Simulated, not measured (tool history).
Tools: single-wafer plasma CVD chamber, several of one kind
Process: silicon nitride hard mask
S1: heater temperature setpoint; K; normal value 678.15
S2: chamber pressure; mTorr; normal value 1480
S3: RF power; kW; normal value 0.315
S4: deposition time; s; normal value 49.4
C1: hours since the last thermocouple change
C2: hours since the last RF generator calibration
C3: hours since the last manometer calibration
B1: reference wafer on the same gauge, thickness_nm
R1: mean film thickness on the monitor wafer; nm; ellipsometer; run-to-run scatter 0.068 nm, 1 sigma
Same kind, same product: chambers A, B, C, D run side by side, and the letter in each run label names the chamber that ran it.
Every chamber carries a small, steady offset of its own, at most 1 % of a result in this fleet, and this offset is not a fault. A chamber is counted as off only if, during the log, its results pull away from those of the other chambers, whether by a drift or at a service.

run   hour      S1    S2     S3    S4      C1      C2      C3      B1      R1
 1C    6.7  678.15  1480  0.315  49.4   796.8  2249.3   829.5  65.312  57.703
 2D   14.8  678.15  1480  0.315  49.4   522.8   114.6  1970.3  65.329  57.023
 3A   21.3  678.15  1480  0.315  49.4   535.2   712.8  1153.3  65.341  57.543
 4B   27.0  678.15  1480  0.315  49.4   173.6   771.9   188.6  65.331  56.970
 5A   32.2  678.15  1480  0.315  49.4   546.1   723.7  1164.2  65.350  57.519
 6C   39.1  678.15  1480  0.315  49.4   829.2  2281.7   861.9  65.371  57.696
      44.7  -- chamber A: RF generator calibrated
 7B   44.8  678.15  1480  0.315  49.4   191.4   789.7   206.4  65.356  57.014
 8D   50.5  678.15  1480  0.315  49.4   558.5   150.3  2006.0  65.371  57.126
      53.8  -- chamber B: RF generator calibrated
 9D   58.7  678.15  1480  0.315  49.4   566.7   158.5  2014.2  65.384  57.233
10C   63.8  678.15  1480  0.315  49.4   853.9  2306.4   886.6  65.371  57.856
11A   72.7  688.15  1480  0.315  39.8   586.6    28.1  1204.7  65.404  46.177
12B   79.7  688.15  1480  0.315  39.8   226.3    26.0   241.3  65.420  45.787
13C   85.7  688.15  1480  0.315  39.8   875.8  2328.3   908.5  65.410  46.398
14A   92.3  688.15  1480  0.315  39.8   606.2    47.7  1224.3  65.421  46.129
15D  101.2  678.15  1480  0.315  49.4   609.2   201.0  2056.7  65.436  57.283
16B  110.5  678.15  1480  0.315  49.4   257.1    56.8   272.1  65.424  57.113
17B  120.5  678.15  1480  0.315  49.4   267.1    66.8   282.1  65.462  57.124
18C  127.7  678.15  1480  0.315  49.4   917.8  2370.3   950.5  65.491  57.956
19A  136.4  678.15  1480  0.315  49.4   650.3    91.8  1268.4  65.489  57.566
     140.9  -- chamber C: RF generator calibrated
20D  142.3  678.15  1480  0.315  49.4   650.3   242.1  2097.8  65.472  57.261
21B  152.4  678.15  1480  0.315  49.4   299.0    98.7   314.0  65.497  57.167
22C  159.1  678.15  1480  0.315  49.4   949.2    18.3   981.9  65.497  57.917
23D  164.9  678.15  1480  0.315  49.4   672.9   264.7  2120.4  65.517  57.227
24A  174.6  678.15  1480  0.315  49.4   688.5   130.0  1306.6  65.516  57.699
25C  180.8  678.15  1480  0.315  49.4   970.9    40.0  1003.6  65.538  57.874
26B  187.9  678.15  1480  0.315  49.4   334.5   134.2   349.5  65.561  57.173
27A  196.2  678.15  1480  0.315  49.4   710.1   151.6  1328.2  65.554  57.845
28D  206.1  678.15  1480  0.315  49.4   714.1   305.9  2161.6  65.559  57.431
29D  217.3  678.15  1480  0.315  49.4   725.3   317.1  2172.8  65.604  57.335
30A  223.8  678.15  1480  0.315  49.4   737.7   179.2  1355.8  65.604  57.737
31C  232.3  678.15  1480  0.315  49.4  1022.4    91.5  1055.1  65.608  57.939

Is one chamber out of step, is the gauge drifting, or do the chambers differ by no more than their own small offsets? For an off chamber, give its letter and the likeliest cause.

The gauge drifts, so all chambers seem to drift together. No chamber is off.
Most likely cause: gauge reads high (%) = 0.491.

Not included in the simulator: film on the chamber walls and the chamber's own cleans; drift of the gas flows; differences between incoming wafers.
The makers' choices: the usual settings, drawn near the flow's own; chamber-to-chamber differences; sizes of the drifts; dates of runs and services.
